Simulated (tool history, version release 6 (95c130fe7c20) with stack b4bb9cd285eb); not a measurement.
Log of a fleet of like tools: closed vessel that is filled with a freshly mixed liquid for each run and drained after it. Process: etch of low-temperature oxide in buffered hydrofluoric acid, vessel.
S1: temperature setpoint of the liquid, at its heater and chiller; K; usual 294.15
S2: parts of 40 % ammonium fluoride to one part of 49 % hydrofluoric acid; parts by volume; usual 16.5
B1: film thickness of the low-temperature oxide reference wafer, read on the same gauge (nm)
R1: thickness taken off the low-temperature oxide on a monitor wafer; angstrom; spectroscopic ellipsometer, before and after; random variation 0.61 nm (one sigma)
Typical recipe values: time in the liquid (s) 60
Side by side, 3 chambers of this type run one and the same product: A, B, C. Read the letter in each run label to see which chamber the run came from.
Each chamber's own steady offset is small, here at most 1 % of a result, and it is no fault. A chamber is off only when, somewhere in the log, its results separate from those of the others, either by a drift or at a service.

Run 1C, hour 3.8: usual settings; B1 139.99. Result: R1 870.52 angstrom.
Run 2A, hour 8.7: usual settings; B1 140. Result: R1 874.02 angstrom.
Run 3B, hour 13.4: usual settings; B1 140. Result: R1 861.03 angstrom.
Run 4A, hour 15.6: usual settings; B1 140. Result: R1 874.64 angstrom.
Run 5C, hour 19.1: usual settings but S1 297.15 K; B1 140.01. Result: R1 1040.2 angstrom.
Run 6B, hour 22.1: usual settings but S1 297.15 K; B1 139.99. Result: R1 1024.2 angstrom.
Run 7B, hour 27.2: usual settings but S1 297.15 K; B1 139.98. Result: R1 1036.1 angstrom.
Run 8A, hour 31: usual settings but S1 292.15 K, S2 19.5 parts by volume; B1 139.99. Result: R1 661.81 angstrom.
Run 9C, hour 34: usual settings but S1 292.15 K, S2 19.5 parts by volume; B1 139.99. Result: R1 666.14 angstrom.
Run 10A, hour 36.8: usual settings but S1 292.15 K, S2 19.5 parts by volume; B1 140. Result: R1 664.96 angstrom.
Run 11B, hour 41.6: usual settings; B1 139.98. Result: R1 879.36 angstrom.
Run 12C, hour 45.6: usual settings but S1 295.65 K; B1 140.01. Result: R1 948.61 angstrom.
Run 13C, hour 50.2: usual settings but S1 295.65 K; B1 139.99. Result: R1 966.93 angstrom.
Run 14A, hour 55.3: usual settings but S1 295.65 K; B1 140.01. Result: R1 954.98 angstrom.
Run 15B, hour 60: usual settings but S1 295.65 K, S2 21 parts by volume; B1 140.02. Result: R1 760.55 angstrom.
Run 16C, hour 64.7: usual settings but S1 295.65 K, S2 21 parts by volume; B1 139.99. Result: R1 763.7 angstrom.
Run 17A, hour 67.6: usual settings but S1 295.65 K, S2 21 parts by volume; B1 140. Result: R1 768.91 angstrom.
Run 18B, hour 71.7: usual settings; B1 140.01. Result: R1 900.09 angstrom.
Run 19A, hour 75.2: usual settings; B1 140. Result: R1 876.38 angstrom.
Run 20C, hour 78.6: usual settings; B1 140.01. Result: R1 877.69 angstrom.
Run 21B, hour 81.2: usual settings; B1 139.99. Result: R1 896.59 angstrom.
Run 22C, hour 85.4: usual settings; B1 139.99. Result: R1 887.98 angstrom.
Run 23A, hour 88.7: usual settings; B1 139.99. Result: R1 877.09 angstrom.
Run 24B, hour 92.2: usual settings; B1 140. Result: R1 911.15 angstrom.
Run 25C, hour 96.8: usual settings; B1 140.02. Result: R1 882.74 angstrom.
Run 26A, hour 99.7: usual settings; B1 140.01. Result: R1 880.36 angstrom.
Run 27B, hour 104.7: usual settings; B1 140.01. Result: R1 923.52 angstrom.
Run 28A, hour 107: usual settings; B1 140.01. Result: R1 878 angstrom.
Run 29C, hour 109.2: usual settings; B1 139.99. Result: R1 877.56 angstrom.
Run 30B, hour 113.4: usual settings; B1 139.99. Result: R1 912.13 angstrom.
Run 31A, hour 116.7: usual settings; B1 140. Result: R1 878.96 angstrom.
Run 32B, hour 121.6: usual settings; B1 139.99. Result: R1 923.31 angstrom.

All chambers now run identical settings, listed one chamber a line with results as question marks. What results will each chamber show?
Run 33A, hour 125.3: usual settings. Result: R1 ?.
Run 33B, hour 125.3: usual settings. Result: R1 ?.
Run 33C, hour 125.3: usual settings. Result: R1 ?.

run      R1
33A  880.78
33B  910.33
33C  877.87
